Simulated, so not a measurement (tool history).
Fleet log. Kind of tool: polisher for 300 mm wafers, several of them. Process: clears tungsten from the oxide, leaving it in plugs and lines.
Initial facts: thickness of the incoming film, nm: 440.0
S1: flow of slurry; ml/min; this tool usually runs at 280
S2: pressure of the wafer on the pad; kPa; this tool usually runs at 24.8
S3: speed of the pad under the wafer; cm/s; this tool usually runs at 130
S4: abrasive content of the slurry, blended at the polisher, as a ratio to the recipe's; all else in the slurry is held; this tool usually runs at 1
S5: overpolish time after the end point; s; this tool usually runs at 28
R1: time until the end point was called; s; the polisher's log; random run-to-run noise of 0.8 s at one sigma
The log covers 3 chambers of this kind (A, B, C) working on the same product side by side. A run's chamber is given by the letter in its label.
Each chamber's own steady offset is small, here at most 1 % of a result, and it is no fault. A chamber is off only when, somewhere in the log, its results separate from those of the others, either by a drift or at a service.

run,hour,S1,S2,S3,S4,S5,R1
1B,4.3,280,24.8,130,1,28,74.887
# hour 4.6: chamber A: worn pad replaced by a new one
# hour 9.1: chamber A: slurry tank refilled with fresh slurry and peroxide
2C,10.1,280,24.8,130,1,28,74.746
3A,15.8,280,24.8,130,1,28,73.189
4C,22.7,280,24.8,130,1,28,73.079
5A,28.4,280,24.8,130,1,28,74.279
# hour 28.5: chamber B: worn pad replaced by a new one
# hour 33.8: chamber B: slurry tank refilled with fresh slurry and peroxide
6B,34.0,280,24.8,130,1,28,73.815
# hour 39.6: chamber C: slurry tank refilled with fresh slurry and peroxide
7B,41.8,280,24.8,130,1,28,74.298
8C,46.9,280,24.8,130,1,28,72.229
9A,54.0,280,24.8,130,1,28,74.651
# hour 55.8: chamber C: worn pad replaced by a new one
# hour 59.3: chamber B: slurry blender recalibrated
10C,60.7,280,24.8,130,1,28,72.402
# hour 63.3: chamber A: worn pad replaced by a new one
# hour 63.8: chamber A: slurry nozzle cleaned
11B,66.8,280,24.8,130,1,28,73.023
12A,74.8,280,31.7,88,1,28,85.950
# hour 75.6: chamber A: slurry tank refilled with fresh slurry and peroxide
# hour 76.2: chamber A: slurry blender recalibrated
# hour 82.4: chamber C: slurry nozzle cleaned
13A,82.9,280,31.7,88,1,28,85.361
14B,88.6,280,31.7,88,1,28,84.468
15C,93.9,280,24.8,130,1,28,71.830
# hour 95.7: chamber C: slurry tank refilled with fresh slurry and peroxide
16B,99.7,280,32.4,130,1,40,56.251
17A,107.7,280,32.4,130,1,40,56.488
# hour 110.2: chamber C: worn pad replaced by a new one
18C,115.1,280,32.4,130,1,40,56.097
19C,122.4,280,24.8,130,1,28,71.688
# hour 125.1: chamber A: worn pad replaced by a new one
20B,128.7,280,24.8,130,1,28,73.879
21A,136.7,280,24.8,130,1,28,73.421

Has any chamber moved away from the others, gradually or after a service, or does the common gauge drift, or do the chambers differ only by their own small steady offsets? State the chamber and the most likely cause if one applies.

Neither any chamber nor the gauge drifts; the chambers differ only by their own small, steady offsets.
